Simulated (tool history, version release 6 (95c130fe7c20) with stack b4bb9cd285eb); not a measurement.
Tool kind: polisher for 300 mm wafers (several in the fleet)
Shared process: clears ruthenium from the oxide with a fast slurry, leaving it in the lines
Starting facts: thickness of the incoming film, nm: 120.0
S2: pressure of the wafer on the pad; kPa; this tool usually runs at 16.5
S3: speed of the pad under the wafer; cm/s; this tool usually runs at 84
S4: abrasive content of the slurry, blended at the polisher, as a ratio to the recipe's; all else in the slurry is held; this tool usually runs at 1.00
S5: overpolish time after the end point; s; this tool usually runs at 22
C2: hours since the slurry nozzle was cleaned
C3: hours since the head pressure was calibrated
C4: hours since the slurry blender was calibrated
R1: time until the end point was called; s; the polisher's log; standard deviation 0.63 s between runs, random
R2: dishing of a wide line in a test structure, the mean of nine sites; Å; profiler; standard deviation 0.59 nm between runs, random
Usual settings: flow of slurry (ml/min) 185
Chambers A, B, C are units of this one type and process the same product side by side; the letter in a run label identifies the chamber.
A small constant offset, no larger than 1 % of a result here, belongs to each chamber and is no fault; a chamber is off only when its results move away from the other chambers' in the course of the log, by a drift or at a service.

Run 1B, hour 6.5: usual settings; wafers polished on this pad 579; C2 44.9; C3 26.0; C4 127.1. Result: R1 44.572 s, R2 466.12 Å.
Run 2C, hour 16.4: usual settings; wafers polished on this pad 542; C2 367.1; C3 371.6; C4 85.3. Result: R1 44.718 s, R2 458.13 Å.
Run 3A, hour 23.9: usual settings; wafers polished on this pad 880; C2 250.8; C3 708.0; C4 317.8. Result: R1 44.977 s, R2 474.49 Å.
Run 4C, hour 33.8: usual settings; wafers polished on this pad 652; C2 384.5; C3 389.0; C4 102.7. Result: R1 44.897 s, R2 465.83 Å.
Run 5B, hour 41.9: usual settings; wafers polished on this pad 803; C2 80.3; C3 61.4; C4 162.5. Result: R1 44.980 s, R2 479.04 Å.
At hour 45.7: chamber B: worn pad replaced by a new one.
At hour 46.1: chamber A: worn pad replaced by a new one.
Run 6A, hour 50.5: usual settings but S4 0.85; wafers polished on this pad 28; C2 277.4; C3 734.6; C4 344.4. Result: R1 48.156 s, R2 434.59 Å.
Run 7C, hour 58.3: usual settings but S4 0.85; wafers polished on this pad 807; C2 409.0; C3 413.5; C4 127.2. Result: R1 49.185 s, R2 426.36 Å.
Run 8A, hour 67.6: usual settings but S4 0.85; wafers polished on this pad 136; C2 294.5; C3 751.7; C4 361.5. Result: R1 48.668 s, R2 433.72 Å.
Run 9B, hour 72.4: usual settings; wafers polished on this pad 169; C2 110.8; C3 91.9; C4 193.0. Result: R1 45.551 s, R2 464.01 Å.
At hour 81.1: chamber B: slurry blender recalibrated.
Run 10A, hour 81.6: usual settings but flow of slurry (ml/min) 250, S5 17 s; wafers polished on this pad 225; C2 308.5; C3 765.7; C4 375.5. Result: R1 44.013 s, R2 383.37 Å.
Run 11C, hour 89.2: usual settings but flow of slurry (ml/min) 250, S5 17 s; wafers polished on this pad 1003; C2 439.9; C3 444.4; C4 158.1. Result: R1 43.699 s, R2 375.66 Å.
Run 12B, hour 98.5: usual settings but flow of slurry (ml/min) 250, S5 17 s; wafers polished on this pad 334; C2 136.9; C3 118.0; C4 17.4. Result: R1 43.051 s, R2 384.20 Å.
Run 13C, hour 107.6: usual settings; wafers polished on this pad 1120; C2 458.3; C3 462.8; C4 176.5. Result: R1 46.736 s, R2 453.03 Å.
Run 14A, hour 116.7: usual settings; wafers polished on this pad 447; C2 343.6; C3 800.8; C4 410.6. Result: R1 45.728 s, R2 473.94 Å.
Run 15B, hour 122.1: usual settings; wafers polished on this pad 483; C2 160.5; C3 141.6; C4 41.0. Result: R1 45.250 s, R2 461.30 Å.
At hour 126.2: chamber C: worn pad replaced by a new one.
Run 16A, hour 126.4: usual settings; wafers polished on this pad 509; C2 353.3; C3 810.5; C4 420.3. Result: R1 45.212 s, R2 462.34 Å.
Run 17C, hour 132.1: usual settings; wafers polished on this pad 37; C2 482.8; C3 487.3; C4 201.0. Result: R1 46.583 s, R2 446.73 Å.
At hour 139.5: chamber A: slurry blender recalibrated.
Run 18B, hour 141.7: usual settings; wafers polished on this pad 607; C2 180.1; C3 161.2; C4 60.6. Result: R1 45.276 s, R2 463.47 Å.
Run 19A, hour 151.6: usual settings; wafers polished on this pad 668; C2 378.5; C3 835.7; C4 12.2. Result: R1 46.208 s, R2 473.42 Å.
Run 20C, hour 160.8: usual settings; wafers polished on this pad 219; C2 511.5; C3 516.0; C4 229.7. Result: R1 47.746 s, R2 438.97 Å.
Run 21B, hour 167.2: usual settings; wafers polished on this pad 769; C2 205.6; C3 186.7; C4 86.1. Result: R1 44.958 s, R2 468.01 Å.
At hour 174.4: chamber B: worn pad replaced by a new one.
Run 22C, hour 176.0: usual settings; wafers polished on this pad 315; C2 526.7; C3 531.2; C4 244.9. Result: R1 49.696 s, R2 433.03 Å.
Run 23B, hour 182.2: usual settings; wafers polished on this pad 49; C2 220.6; C3 201.7; C4 101.1. Result: R1 46.102 s, R2 453.39 Å.
At hour 189.1: chamber A: worn pad replaced by a new one.
Run 24A, hour 190.0: usual settings; wafers polished on this pad 5; C2 416.9; C3 874.1; C4 50.6. Result: R1 46.444 s, R2 470.70 Å.
Run 25C, hour 194.7: usual settings; wafers polished on this pad 434; C2 545.4; C3 549.9; C4 263.6. Result: R1 50.008 s, R2 424.27 Å.
At hour 197.3: chamber C: slurry nozzle cleaned.
Run 26A, hour 203.4: usual settings; wafers polished on this pad 90; C2 430.3; C3 887.5; C4 64.0. Result: R1 45.671 s, R2 466.87 Å.
Run 27B, hour 210.8: usual settings; wafers polished on this pad 230; C2 249.2; C3 230.3; C4 129.7. Result: R1 45.877 s, R2 468.36 Å.
Run 28A, hour 218.3: usual settings; wafers polished on this pad 185; C2 445.2; C3 902.4; C4 78.9. Result: R1 44.886 s, R2 467.40 Å.
Run 29C, hour 223.0: usual settings; wafers polished on this pad 613; C2 25.8; C3 578.2; C4 291.9. Result: R1 51.422 s, R2 428.48 Å.
Run 30B, hour 230.9: usual settings; wafers polished on this pad 358; C2 269.3; C3 250.4; C4 149.8. Result: R1 44.922 s, R2 464.34 Å.
Run 31A, hour 240.6: usual settings but S4 0.85, S5 14 s; wafers polished on this pad 326; C2 467.5; C3 924.7; C4 101.2. Result: R1 49.296 s, R2 294.13 Å.
Run 32C, hour 246.9: usual settings but S4 0.85, S5 14 s; wafers polished on this pad 764; C2 49.7; C3 602.1; C4 315.8. Result: R1 55.286 s, R2 253.34 Å.
Run 33B, hour 254.9: usual settings but S4 0.85, S5 14 s; wafers polished on this pad 510; C2 293.3; C3 274.4; C4 173.8. Result: R1 49.514 s, R2 289.77 Å.
Run 34C, hour 259.9: usual settings; wafers polished on this pad 846; C2 62.7; C3 615.1; C4 328.8. Result: R1 54.137 s, R2 399.17 Å.
Run 35B, hour 266.7: usual settings; wafers polished on this pad 584; C2 305.1; C3 286.2; C4 185.6. Result: R1 45.554 s, R2 460.21 Å.
Run 36A, hour 276.1: usual settings; wafers polished on this pad 551; C2 503.0; C3 960.2; C4 136.7. Result: R1 44.563 s, R2 471.30 Å.

Is one chamber off against the others, does the gauge drift, or is nothing wrong? If a chamber is off, say which, and what the likeliest cause is.

Chamber C drifts away from the others.
Most likely cause: abrasive missing from the slurry, % = 29.1.

Below are 4 candidate recipes for chamber C's next run, each the usual settings with a change, their results shown as question marks. Which of them brings C's results back in line with what the other chambers give on the usual settings?
In line means no further than this from the other chambers' mean on the usual settings: R1 2.200 s; R2 21.00 Å
Run 37C-1, hour 283.2: usual settings but S2 17.2 kPa, S3 86 cm/s. Result: R1 ?, R2 ?.
Run 37C-2, hour 283.2: usual settings but S2 15.9 kPa, S3 82 cm/s. Result: R1 ?, R2 ?.
Run 37C-3, hour 283.2: usual settings but S2 15.2 kPa, S3 78 cm/s, S4 0.95. Result: R1 ?, R2 ?.
Run 37C-4, hour 283.2: usual settings but S2 17.9 kPa, S3 90 cm/s, S4 1.05. Result: R1 ?, R2 ?.

Average result of the remaining chambers running the usual settings: R1 45.384 s; R2 465.36 Å
  run      R1      R2
37C-1  50.065  420.08
37C-2  57.013  374.21
37C-3  64.349  335.50
37C-4  44.871  462.39
With 37C-4, the chamber falls back in line with the rest.
